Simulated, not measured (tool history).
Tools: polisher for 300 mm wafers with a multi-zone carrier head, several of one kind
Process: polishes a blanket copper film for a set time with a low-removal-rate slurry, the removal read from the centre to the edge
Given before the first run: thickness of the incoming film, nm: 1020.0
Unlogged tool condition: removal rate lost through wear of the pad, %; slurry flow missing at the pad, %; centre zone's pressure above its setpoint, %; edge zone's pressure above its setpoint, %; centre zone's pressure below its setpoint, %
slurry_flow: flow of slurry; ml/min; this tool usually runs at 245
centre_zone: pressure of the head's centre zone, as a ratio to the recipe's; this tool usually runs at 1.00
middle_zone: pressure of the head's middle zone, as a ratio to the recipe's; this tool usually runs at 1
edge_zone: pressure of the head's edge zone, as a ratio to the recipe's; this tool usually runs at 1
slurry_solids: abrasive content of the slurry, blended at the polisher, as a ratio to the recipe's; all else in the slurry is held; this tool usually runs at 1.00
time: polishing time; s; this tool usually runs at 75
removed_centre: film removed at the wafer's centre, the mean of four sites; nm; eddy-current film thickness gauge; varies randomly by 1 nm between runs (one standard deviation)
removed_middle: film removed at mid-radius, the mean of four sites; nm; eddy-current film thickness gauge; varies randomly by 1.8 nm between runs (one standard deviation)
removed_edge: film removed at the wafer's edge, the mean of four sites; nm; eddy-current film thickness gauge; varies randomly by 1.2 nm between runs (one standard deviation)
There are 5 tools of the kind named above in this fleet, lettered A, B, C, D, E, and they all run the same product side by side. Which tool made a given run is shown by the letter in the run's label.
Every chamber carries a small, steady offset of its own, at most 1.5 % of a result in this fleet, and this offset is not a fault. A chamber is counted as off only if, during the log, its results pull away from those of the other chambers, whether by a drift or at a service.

run    day  slurry_flow  centre_zone  middle_zone  edge_zone  slurry_solids  time  wafers polished on this pad  hours since the slurry nozzle was cleaned  hours since the centre zone pressure was calibrated  hours since the edge zone pressure was calibrated  removed_centre  removed_middle  removed_edge
 1B  0.171          245         1.00            1          1           1.00    75                          436                                       92.6                                                187.3                                              184.0          145.83          148.52        144.66
 2E  0.321          245         1.00            1          1           1.00    75                          203                                      413.6                                                265.8                                              449.3          148.18          147.04        145.37
     0.354  -- chamber C: worn pad replaced by a new one
 3C  0.600          245         1.00            1          1           1.00    75                           77                                      398.5                                                895.2                                              831.8          148.65          147.38        146.58
 4D  0.904          245         1.00            1          1           1.00    75                          437                                      598.5                                                317.6                                              268.5          144.93          142.47        149.43
     0.983  -- chamber A: worn pad replaced by a new one
 5A  1.058          245         1.00            1          1           1.00    75                           24                                       38.0                                                177.2                                              275.9          147.10          149.39        145.77
 6A  1.271          245         1.00            1          1           1.00    75                           91                                       43.1                                                182.3                                              281.0          145.38          150.85        145.53
     1.304  -- chamber D: worn pad replaced by a new one
 7C  1.575          245         1.00            1          1           1.00    75                          383                                      421.9                                                918.6                                              855.2          146.91          147.44        146.34
 8E  1.838          245         1.00            1          1           1.00    75                          679                                      450.0                                                302.2                                              485.7          147.86          147.48        148.72
 9B  2.079          245         1.00            1          1           1.00    75                         1036                                      138.4                                                233.1                                              229.8          146.40          145.18        145.72
     2.088  -- chamber D: edge zone pressure recalibrated
10D  2.317          245         1.00            1          1           1.00    75                          318                                      632.4                                                351.5                                                5.6          145.88          146.71        149.10
11B  2.496          245         1.00            1          1           1.00    75                         1167                                      148.4                                                243.1                                              239.8          145.94          144.92        146.14
     2.529  -- chamber B: worn pad replaced by a new one
     2.583  -- chamber C: worn pad replaced by a new one
     2.675  -- chamber C: edge zone pressure recalibrated
     2.738  -- chamber E: worn pad replaced by a new one
12D  2.767          245         1.00            1          1           1.00    75                          459                                      643.2                                                362.3                                               16.4          144.39          148.36        148.23
13A  2.967          245         1.00            1          1           1.00    75                          623                                       83.8                                                223.0                                              321.7          145.16          150.61        144.50
14E  3.108          245         1.00            1          1           1.00    75                          116                                      480.5                                                332.7                                              516.2          147.75          145.88        147.12
     3.283  -- chamber D: worn pad replaced by a new one
15C  3.379          245         1.00            1          1           1.00    75                          251                                      465.2                                                961.9                                               17.0          147.44          146.11        145.23
16E  3.542          180         1.00            1          1           1.00    75                          252                                      490.9                                                343.1                                              526.6          141.62          140.99        145.36
17B  3.833          180         1.00            1          1           1.00    75                          409                                      180.5                                                275.2                                              271.9          139.66          139.79        140.33
18A  4.012          180         1.00            1          1           1.00    75                          952                                      108.9                                                248.1                                              346.8          139.82          141.01        141.14
     4.062  -- chamber D: centre zone pressure recalibrated
19D  4.288          180         1.00            1          1           1.00    75                          316                                      679.7                                                  5.5                                               52.9          128.28          138.92        143.96
20C  4.517          180         1.00            1          1           1.00    75                          608                                      492.5                                                989.2                                               44.3          139.03          141.14        144.07
21C  4.712          245         1.00            1          1           1.00    75                          669                                      497.2                                                993.9                                               49.0          146.96          145.86        146.66
     4.812  -- chamber D: worn pad replaced by a new one
22A  4.867          170         1.00            1          1           1.00    75                         1220                                      129.4                                                268.6                                              367.3          138.61          138.95        139.85
23E  5.167          170         1.00            1          1           1.00    75                          763                                      529.9                                                382.1                                              565.6          140.10          141.46        144.71
24B  5.317          170         1.00            1          1           1.00    75                          875                                      216.1                                                310.8                                              307.5          139.48          138.19        139.90
     5.425  -- chamber A: worn pad replaced by a new one
     5.450  -- chamber C: worn pad replaced by a new one
25D  5.542          170         1.00            1          1           1.00    75                          229                                      709.8                                                 35.6                                               83.0          126.62          140.25        143.17
26B  5.804          170         1.00            1          1           1.00    75                         1028                                      227.8                                                322.5                                              319.2          138.52          141.17        138.48
     5.879  -- chamber B: worn pad replaced by a new one
27E  6.108          245         1.00            1          1           1.00    75                         1058                                      552.5                                                404.7                                              588.2          147.52          150.27        146.40
     6.300  -- chamber E: worn pad replaced by a new one
28D  6.358          245         1.00            1          1           1.00    75                          485                                      729.4                                                 55.2                                              102.6          134.15          147.59        146.92
29A  6.667          245         1.00            1          1           1.00    75                          390                                      172.6                                                311.8                                              410.5          146.22          145.89        145.18
     6.808  -- chamber D: worn pad replaced by a new one
30C  6.871          245         1.00            1          1           1.00    75                          447                                      549.0                                               1045.7                                              100.8          145.50          147.86        146.92
31C  7.079          245         0.93            1          1           1.15    75                          512                                      554.0                                               1050.7                                              105.8          138.88          150.23        148.76
32A  7.279          245         0.93            1          1           1.15    75                          582                                      187.3                                                326.5                                              425.2          139.95          152.42        150.17
33D  7.425          245         0.93            1          1           1.15    75                          194                                      755.0                                                 80.8                                              128.2          128.23          152.62        151.61
34E  7.700          245         0.93            1          1           1.15    75                          440                                      590.7                                                442.9                                              626.4          141.07          153.15        152.24
35B  7.900          245         0.93            1          1           1.15    75                          635                                      278.1                                                372.8                                              369.5          140.34          152.08        150.89
36C  8.058          245         1.00            1          1           1.00    75                          820                                      577.5                                               1074.2                                              129.3          147.37          145.78        148.32
37D  8.312          245         1.00            1          1           1.00    75                          473                                      776.3                                                102.1                                              149.5          134.91          148.42        150.76
38B  8.512          245         1.00            1          1           1.00    75                          828                                      292.8                                                387.5                                              384.2          147.33          143.24        145.88
39E  8.762          245         1.00            1          1           1.00    75                          774                                      616.2                                                468.4                                              651.9          146.11          147.35        147.49

For the next run the whole fleet of 5 chambers uses the same settings. Give each chamber's results:
40A  8.988          245         1.00            1          1           1.00    75                                                                                                                                                                                               ?               ?             ?
40B  8.988          245         1.00            1          1           1.00    75                                                                                                                                                                                               ?               ?             ?
40C  8.988          245         1.00            1          1           1.00    75                                                                                                                                                                                               ?               ?             ?
40D  8.988          245         1.00            1          1           1.00    75                                                                                                                                                                                               ?               ?             ?
40E  8.988          245         1.00            1          1           1.00    75                                                                                                                                                                                               ?               ?             ?

run  removed_centre  removed_middle  removed_edge
40A          146.66          147.31        145.46
40B          147.12          147.06        145.38
40C          145.33          147.43        147.47
40D          134.02          146.49        147.79
40E          146.80          146.59        148.68

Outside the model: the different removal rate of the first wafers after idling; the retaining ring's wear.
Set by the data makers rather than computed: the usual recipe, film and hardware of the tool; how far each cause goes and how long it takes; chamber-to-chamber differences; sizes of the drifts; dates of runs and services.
